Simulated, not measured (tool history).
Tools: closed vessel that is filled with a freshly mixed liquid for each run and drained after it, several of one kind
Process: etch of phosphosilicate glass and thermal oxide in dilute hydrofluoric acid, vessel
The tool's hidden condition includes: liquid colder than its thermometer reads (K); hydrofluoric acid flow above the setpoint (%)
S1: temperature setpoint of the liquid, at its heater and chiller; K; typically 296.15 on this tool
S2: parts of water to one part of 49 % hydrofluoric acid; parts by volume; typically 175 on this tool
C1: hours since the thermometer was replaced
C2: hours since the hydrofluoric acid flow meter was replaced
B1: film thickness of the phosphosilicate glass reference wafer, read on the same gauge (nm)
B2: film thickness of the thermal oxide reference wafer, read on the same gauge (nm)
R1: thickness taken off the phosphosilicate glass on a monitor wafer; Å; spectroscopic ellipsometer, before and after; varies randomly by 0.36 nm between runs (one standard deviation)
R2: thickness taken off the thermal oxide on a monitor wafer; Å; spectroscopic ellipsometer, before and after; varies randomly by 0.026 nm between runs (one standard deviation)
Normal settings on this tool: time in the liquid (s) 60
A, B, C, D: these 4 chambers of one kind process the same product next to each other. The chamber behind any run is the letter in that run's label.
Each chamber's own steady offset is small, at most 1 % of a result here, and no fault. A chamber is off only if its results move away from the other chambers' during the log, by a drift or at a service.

{"run": "1B", "day": 0.396, "S1": 296.15, "S2": 175, "time in the liquid (s)": 60, "C1": 642.5, "C2": 445.2, "B1": 60.041, "B2": 79.991, "R1": 530.42, "R2": 14.801}
{"run": "2A", "day": 0.762, "S1": 296.15, "S2": 175, "time in the liquid (s)": 60, "C1": 224.4, "C2": 309.5, "B1": 60.015, "B2": 79.977, "R1": 545.2, "R2": 14.877}
{"run": "3C", "day": 1.1, "S1": 296.15, "S2": 175, "time in the liquid (s)": 60, "C1": 630.5, "C2": 169.1, "B1": 60.002, "B2": 80.0, "R1": 533.95, "R2": 14.528}
{"run": "4D", "day": 1.404, "S1": 296.15, "S2": 175, "time in the liquid (s)": 60, "C1": 329.3, "C2": 734.3, "B1": 59.989, "B2": 80.003, "R1": 534.81, "R2": 14.573}
{"run": "5A", "day": 1.629, "S1": 296.15, "S2": 175, "time in the liquid (s)": 60, "C1": 245.2, "C2": 330.3, "B1": 60.015, "B2": 80.018, "R1": 532.01, "R2": 14.461}
{"run": "6B", "day": 1.921, "S1": 300.65, "S2": 175, "time in the liquid (s)": 60, "C1": 679.1, "C2": 481.8, "B1": 60.008, "B2": 79.993, "R1": 636.19, "R2": 17.963}
{"run": "7D", "day": 2.117, "S1": 300.65, "S2": 175, "time in the liquid (s)": 60, "C1": 346.4, "C2": 751.4, "B1": 59.995, "B2": 80.002, "R1": 644.49, "R2": 17.493}
{"run": "8C", "day": 2.379, "S1": 300.65, "S2": 175, "time in the liquid (s)": 60, "C1": 661.2, "C2": 199.8, "B1": 60.024, "B2": 80.008, "R1": 629.11, "R2": 17.326}
{"run": "9B", "day": 2.596, "S1": 300.65, "S2": 175, "time in the liquid (s)": 60, "C1": 695.3, "C2": 498.0, "B1": 60.017, "B2": 79.988, "R1": 623.47, "R2": 18.219}
{"run": "10C", "day": 2.967, "S1": 296.15, "S2": 175, "time in the liquid (s)": 60, "C1": 675.3, "C2": 213.9, "B1": 59.997, "B2": 79.982, "R1": 540.54, "R2": 14.574}
{"run": "11A", "day": 3.262, "S1": 296.15, "S2": 175, "time in the liquid (s)": 60, "C1": 284.4, "C2": 369.5, "B1": 60.009, "B2": 79.985, "R1": 538.15, "R2": 14.995}
{"run": "12D", "day": 3.542, "S1": 296.15, "S2": 175, "time in the liquid (s)": 60, "C1": 380.6, "C2": 785.6, "B1": 60.047, "B2": 79.976, "R1": 543.44, "R2": 15.04}
{"run": "13C", "day": 3.879, "S1": 296.15, "S2": 175, "time in the liquid (s)": 60, "C1": 697.2, "C2": 235.8, "B1": 60.013, "B2": 80.016, "R1": 532.19, "R2": 15.071}
{"run": "14A", "day": 4.283, "S1": 296.15, "S2": 110, "time in the liquid (s)": 60, "C1": 308.9, "C2": 394.0, "B1": 60.021, "B2": 79.99, "R1": 918.44, "R2": 25.497}
{"run": "15B", "day": 4.617, "S1": 296.15, "S2": 110, "time in the liquid (s)": 60, "C1": 743.8, "C2": 546.5, "B1": 59.999, "B2": 80.009, "R1": 902.67, "R2": 25.495}
{"run": "16D", "day": 4.867, "S1": 296.15, "S2": 110, "time in the liquid (s)": 60, "C1": 412.4, "C2": 817.4, "B1": 59.993, "B2": 80.008, "R1": 914.85, "R2": 25.036}
{"run": "17C", "day": 5.067, "S1": 296.15, "S2": 110, "time in the liquid (s)": 60, "C1": 725.7, "C2": 264.3, "B1": 60.004, "B2": 80.002, "R1": 920.66, "R2": 24.862}
{"run": "18B", "day": 5.346, "S1": 296.15, "S2": 175, "time in the liquid (s)": 60, "C1": 761.3, "C2": 564.0, "B1": 59.988, "B2": 80.002, "R1": 532.18, "R2": 15.352}
{"run": "19D", "day": 5.662, "S1": 296.15, "S2": 175, "time in the liquid (s)": 60, "C1": 431.5, "C2": 836.5, "B1": 60.012, "B2": 79.971, "R1": 544.28, "R2": 14.637}
{"run": "20A", "day": 6.071, "S1": 296.15, "S2": 175, "time in the liquid (s)": 60, "C1": 351.8, "C2": 436.9, "B1": 59.985, "B2": 80.051, "R1": 539.37, "R2": 14.682}
{"run": "21C", "day": 6.329, "S1": 296.15, "S2": 175, "time in the liquid (s)": 60, "C1": 756.0, "C2": 294.6, "B1": 60.006, "B2": 79.995, "R1": 539.16, "R2": 14.706}
{"run": "22D", "day": 6.675, "S1": 296.15, "S2": 175, "time in the liquid (s)": 60, "C1": 455.8, "C2": 860.8, "B1": 59.993, "B2": 79.963, "R1": 537.63, "R2": 14.632}
{"run": "23B", "day": 6.879, "S1": 296.15, "S2": 175, "time in the liquid (s)": 60, "C1": 798.1, "C2": 600.8, "B1": 59.993, "B2": 80.004, "R1": 536.85, "R2": 15.0}
{"run": "24A", "day": 7.188, "S1": 296.15, "S2": 175, "time in the liquid (s)": 60, "C1": 378.6, "C2": 463.7, "B1": 60.047, "B2": 80.001, "R1": 539.58, "R2": 14.908}
{"run": "25B", "day": 7.542, "S1": 296.15, "S2": 175, "time in the liquid (s)": 60, "C1": 814.0, "C2": 616.7, "B1": 59.977, "B2": 79.975, "R1": 532.26, "R2": 14.609}
{"run": "26D", "day": 7.804, "S1": 296.15, "S2": 175, "time in the liquid (s)": 60, "C1": 482.9, "C2": 887.9, "B1": 60.002, "B2": 79.991, "R1": 536.03, "R2": 15.269}
{"run": "27A", "day": 8.025, "S1": 296.15, "S2": 175, "time in the liquid (s)": 60, "C1": 398.7, "C2": 483.8, "B1": 59.982, "B2": 80.016, "R1": 540.13, "R2": 15.198}
{"run": "28C", "day": 8.208, "S1": 296.15, "S2": 175, "time in the liquid (s)": 60, "C1": 801.1, "C2": 339.7, "B1": 60.005, "B2": 79.998, "R1": 539.59, "R2": 15.122}

Is one chamber out of step, is the gauge drifting, or do the chambers differ by no more than their own small offsets? For an off chamber, give its letter and the likeliest cause.

No chamber stands off beyond its own small offset, and the gauge holds steady.
